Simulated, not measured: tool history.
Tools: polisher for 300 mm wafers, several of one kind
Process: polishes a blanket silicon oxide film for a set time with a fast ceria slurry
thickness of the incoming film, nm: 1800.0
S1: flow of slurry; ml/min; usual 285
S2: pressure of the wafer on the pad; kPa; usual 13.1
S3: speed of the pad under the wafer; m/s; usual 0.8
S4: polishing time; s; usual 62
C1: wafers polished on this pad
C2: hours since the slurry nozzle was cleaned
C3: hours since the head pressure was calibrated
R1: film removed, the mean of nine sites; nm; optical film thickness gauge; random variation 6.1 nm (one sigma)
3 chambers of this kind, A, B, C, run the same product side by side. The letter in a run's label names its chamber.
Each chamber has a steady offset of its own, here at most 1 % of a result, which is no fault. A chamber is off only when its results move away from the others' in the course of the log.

run 1C hour=9.3 | S1=285 S2=13.1 S3=0.8 S4=62 | C1=614 C2=318.3 C3=516.9 | R1=471.87
run 2A hour=13.6 | S1=285 S2=13.1 S3=0.8 S4=62 | C1=601 C2=732 C3=762.7 | R1=483.6
-- hour=15.7 chamber B: worn pad replaced by a new one
run 3B hour=19 | S1=285 S2=13.1 S3=0.8 S4=62 | C1=23 C2=446.5 C3=61.6 | R1=479
run 4A hour=28 | S1=285 S2=13.1 S3=0.8 S4=62 | C1=701 C2=746.4 C3=777.1 | R1=475.17
run 5C hour=36 | S1=285 S2=13.1 S3=0.8 S4=62 | C1=798 C2=345 C3=543.6 | R1=471.03
run 6B hour=40.6 | S1=320 S2=13.1 S3=0.8 S4=62 | C1=171 C2=468.1 C3=83.2 | R1=489.75
-- hour=46.3 chamber A: slurry nozzle cleaned
run 7B hour=50.2 | S1=320 S2=13.1 S3=0.8 S4=62 | C1=238 C2=477.7 C3=92.8 | R1=490.38
-- hour=52.9 chamber A: worn pad replaced by a new one
run 8A hour=54.8 | S1=320 S2=13.1 S3=0.8 S4=62 | C1=13 C2=8.6 C3=803.9 | R1=476.55
run 9C hour=62.8 | S1=285 S2=13.1 S3=0.96 S4=71 | C1=983 C2=371.8 C3=570.4 | R1=675.1
run 10B hour=72.4 | S1=285 S2=13.1 S3=0.96 S4=71 | C1=391 C2=499.9 C3=115 | R1=661.7
-- hour=77.9 chamber A: head pressure recalibrated
run 11C hour=80.4 | S1=285 S2=13.1 S3=0.96 S4=71 | C1=1104 C2=389.4 C3=588 | R1=662.19
-- hour=82.1 chamber C: worn pad replaced by a new one
run 12A hour=86 | S1=285 S2=15.2 S3=1 S4=62 | C1=228 C2=39.8 C3=8.1 | R1=618.92
run 13B hour=95.3 | S1=285 S2=15.2 S3=1 S4=62 | C1=548 C2=522.8 C3=137.9 | R1=685.23
run 14C hour=104.3 | S1=285 S2=15.2 S3=1 S4=62 | C1=153 C2=413.3 C3=611.9 | R1=686.5
run 15A hour=113.4 | S1=285 S2=13.1 S3=0.8 S4=62 | C1=417 C2=67.2 C3=35.5 | R1=425.89
run 16A hour=121 | S1=285 S2=13.1 S3=0.8 S4=62 | C1=469 C2=74.8 C3=43.1 | R1=431.65
-- hour=124.6 chamber B: worn pad replaced by a new one
run 17C hour=125.9 | S1=285 S2=13.1 S3=0.8 S4=62 | C1=302 C2=434.9 C3=633.5 | R1=477.02
run 18B hour=134.3 | S1=285 S2=13.1 S3=0.8 S4=62 | C1=67 C2=561.8 C3=176.9 | R1=479.79
run 19C hour=142.1 | S1=285 S2=13.1 S3=0.8 S4=62 | C1=414 C2=451.1 C3=649.7 | R1=484.62
run 20B hour=146.8 | S1=285 S2=13.1 S3=0.8 S4=62 | C1=153 C2=574.3 C3=189.4 | R1=481.96
run 21A hour=156.4 | S1=285 S2=13.1 S3=0.8 S4=43 | C1=713 C2=110.2 C3=78.5 | R1=306.17
run 22A hour=164.9 | S1=285 S2=13.1 S3=0.8 S4=43 | C1=772 C2=118.7 C3=87 | R1=299.3
-- hour=168.1 chamber B: slurry nozzle cleaned
-- hour=173.3 chamber A: worn pad replaced by a new one
run 23B hour=173.4 | S1=285 S2=13.1 S3=0.8 S4=43 | C1=336 C2=5.4 C3=216 | R1=340.61
run 24C hour=179.8 | S1=285 S2=13.1 S3=0.8 S4=62 | C1=673 C2=488.8 C3=687.4 | R1=475.14
run 25C hour=188.8 | S1=285 S2=13.1 S3=0.8 S4=62 | C1=735 C2=497.8 C3=696.4 | R1=486.09
run 26A hour=197.1 | S1=240 S2=13.1 S3=0.66 S4=62 | C1=164 C2=150.9 C3=119.2 | R1=353.41
run 27B hour=204.8 | S1=240 S2=13.1 S3=0.66 S4=62 | C1=553 C2=36.8 C3=247.4 | R1=385.48
run 28B hour=213.4 | S1=240 S2=13.1 S3=0.66 S4=62 | C1=612 C2=45.4 C3=256 | R1=396.2
run 29C hour=218.1 | S1=285 S2=13.1 S3=0.8 S4=62 | C1=937 C2=527.1 C3=725.7 | R1=489.31

Next, every chamber runs the same settings. What will each give?
run 30A hour=225.1 | S1=285 S2=13.1 S3=0.8 S4=62 | R1=?
run 30B hour=225.1 | S1=285 S2=13.1 S3=0.8 S4=62 | R1=?
run 30C hour=225.1 | S1=285 S2=13.1 S3=0.8 S4=62 | R1=?

run=30A R1=426.74
run=30B R1=471.86
run=30C R1=480.72

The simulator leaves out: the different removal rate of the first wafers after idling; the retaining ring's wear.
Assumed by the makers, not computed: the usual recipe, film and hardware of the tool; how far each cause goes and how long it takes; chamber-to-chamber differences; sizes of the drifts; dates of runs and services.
